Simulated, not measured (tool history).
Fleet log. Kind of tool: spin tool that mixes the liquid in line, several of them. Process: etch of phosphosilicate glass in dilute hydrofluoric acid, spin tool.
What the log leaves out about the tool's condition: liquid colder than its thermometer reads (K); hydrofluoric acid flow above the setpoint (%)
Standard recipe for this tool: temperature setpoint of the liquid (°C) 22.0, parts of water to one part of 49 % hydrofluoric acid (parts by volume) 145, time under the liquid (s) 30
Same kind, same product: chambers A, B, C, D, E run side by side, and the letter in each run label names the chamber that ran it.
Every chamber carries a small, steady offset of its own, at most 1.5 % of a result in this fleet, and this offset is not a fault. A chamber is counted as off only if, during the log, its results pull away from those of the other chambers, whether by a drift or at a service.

| run | hour | temperature setpoint of the liquid (°C) | parts of water to one part of 49 % hydrofluoric acid (parts by volume) | time under the liquid (s) | hours since the thermometer was replaced | hours since the hydrofluoric acid flow meter was replaced | read-back film thickness of the phosphosilicate glass reference wafer, read on the same gauge (nm) | thickness taken off the phosphosilicate glass on a monitor wafer (angstrom) |
|---|---|---|---|---|---|---|---|---|
| 1B | 8.9 | 22.0 | 145 | 30 | 1006.8 | 382.6 | 29.994 | 122.200 |
| 2C | 16.3 | 22.0 | 145 | 30 | 191.9 | 806.2 | 30.012 | 122.410 |
| 3A | 23.5 | 22.0 | 145 | 30 | 637.3 | 340.9 | 30.023 | 123.320 |
| 4D | 32.8 | 22.0 | 145 | 30 | 113.3 | 381.3 | 30.003 | 120.650 |
| 5E | 37.2 | 22.0 | 175 | 20 | 1258.7 | 1913.5 | 30.002 | 65.291 |
| 6E | 45.4 | 22.0 | 175 | 20 | 1266.9 | 1921.7 | 29.995 | 65.576 |
| 7C | 50.0 | 22.0 | 175 | 20 | 225.6 | 839.9 | 29.968 | 65.418 |
| 8A | 55.5 | 22.0 | 175 | 20 | 669.3 | 372.9 | 30.032 | 66.414 |
| 9B | 60.6 | 22.0 | 175 | 20 | 1058.5 | 434.3 | 29.996 | 65.876 |
| 10D | 66.1 | 22.0 | 145 | 30 | 146.6 | 414.6 | 30.001 | 121.560 |
| 11B | 72.4 | 20.0 | 190 | 30 | 1070.3 | 446.1 | 29.988 | 83.097 |
|  | 80.3 | chamber C: hydrofluoric acid flow meter replaced |
| 12C | 81.4 | 20.0 | 190 | 30 | 257.0 | 1.1 | 29.991 | 81.829 |
|  | 88.1 | chamber E: hydrofluoric acid flow meter replaced |
| 13D | 90.5 | 20.0 | 190 | 30 | 171.0 | 439.0 | 30.002 | 81.481 |
| 14A | 98.1 | 20.0 | 190 | 30 | 711.9 | 415.5 | 30.047 | 83.272 |
|  | 99.7 | chamber A: hydrofluoric acid flow meter replaced |
| 15E | 104.4 | 20.0 | 190 | 30 | 1325.9 | 16.3 | 29.974 | 81.695 |
| 16A | 112.7 | 22.0 | 195 | 30 | 726.5 | 13.0 | 30.005 | 86.822 |
| 17D | 118.4 | 22.0 | 195 | 30 | 198.9 | 466.9 | 30.018 | 85.032 |
| 18E | 125.4 | 22.0 | 195 | 30 | 1346.9 | 37.3 | 30.011 | 86.280 |
| 19B | 131.9 | 22.0 | 195 | 30 | 1129.8 | 505.6 | 29.995 | 88.050 |
| 20C | 139.7 | 22.0 | 195 | 30 | 315.3 | 59.4 | 29.967 | 85.640 |
| 21D | 144.8 | 22.0 | 145 | 20 | 225.3 | 493.3 | 30.054 | 80.649 |
| 22C | 152.8 | 22.0 | 145 | 20 | 328.4 | 72.5 | 29.995 | 81.659 |
| 23B | 160.9 | 22.0 | 145 | 20 | 1158.8 | 534.6 | 30.008 | 83.613 |
| 24A | 168.6 | 22.0 | 145 | 20 | 782.4 | 68.9 | 29.988 | 81.805 |
| 25E | 176.9 | 22.0 | 145 | 20 | 1398.4 | 88.8 | 29.994 | 81.746 |
| 26A | 184.4 | 22.0 | 145 | 40 | 798.2 | 84.7 | 29.956 | 164.560 |
| 27D | 191.8 | 22.0 | 145 | 40 | 272.3 | 540.3 | 30.047 | 161.680 |
| 28C | 198.6 | 22.0 | 145 | 40 | 374.2 | 118.3 | 30.008 | 162.630 |
| 29B | 203.7 | 22.0 | 145 | 40 | 1201.6 | 577.4 | 29.989 | 168.650 |
| 30E | 213.0 | 22.0 | 145 | 40 | 1434.5 | 124.9 | 30.054 | 163.170 |
| 31C | 218.3 | 22.0 | 145 | 30 | 393.9 | 138.0 | 29.974 | 121.780 |
| 32B | 227.3 | 24.5 | 145 | 45 | 1225.2 | 601.0 | 30.010 | 209.500 |
| 33D | 232.3 | 24.5 | 145 | 45 | 312.8 | 580.8 | 30.059 | 199.410 |
| 34E | 241.3 | 24.5 | 145 | 45 | 1462.8 | 153.2 | 29.994 | 202.490 |
| 35A | 248.2 | 24.5 | 145 | 45 | 862.0 | 148.5 | 29.976 | 205.050 |
| 36B | 253.2 | 24.5 | 145 | 45 | 1251.1 | 626.9 | 30.020 | 209.780 |
| 37D | 260.1 | 24.0 | 145 | 15 | 340.6 | 608.6 | 29.990 | 65.463 |
| 38E | 269.5 | 24.0 | 145 | 15 | 1491.0 | 181.4 | 30.034 | 66.088 |
| 39C | 278.9 | 24.0 | 145 | 15 | 454.5 | 198.6 | 29.974 | 66.405 |
| 40A | 287.7 | 24.0 | 145 | 15 | 901.5 | 188.0 | 29.998 | 66.635 |
| 41E | 294.7 | 24.0 | 145 | 15 | 1516.2 | 206.6 | 30.028 | 66.000 |

Next, every chamber runs the same settings. What will each give?
| 42A | 301.6 | 20.0 | 145 | 30 |  |  |  | ? |
| 42B | 301.6 | 20.0 | 145 | 30 |  |  |  | ? |
| 42C | 301.6 | 20.0 | 145 | 30 |  |  |  | ? |
| 42D | 301.6 | 20.0 | 145 | 30 |  |  |  | ? |
| 42E | 301.6 | 20.0 | 145 | 30 |  |  |  | ? |

| run | thickness taken off the phosphosilicate glass on a monitor wafer (angstrom) |
|---|---|
| 42A | 114.240 |
| 42B | 117.670 |
| 42C | 112.690 |
| 42D | 111.420 |
| 42E | 112.920 |
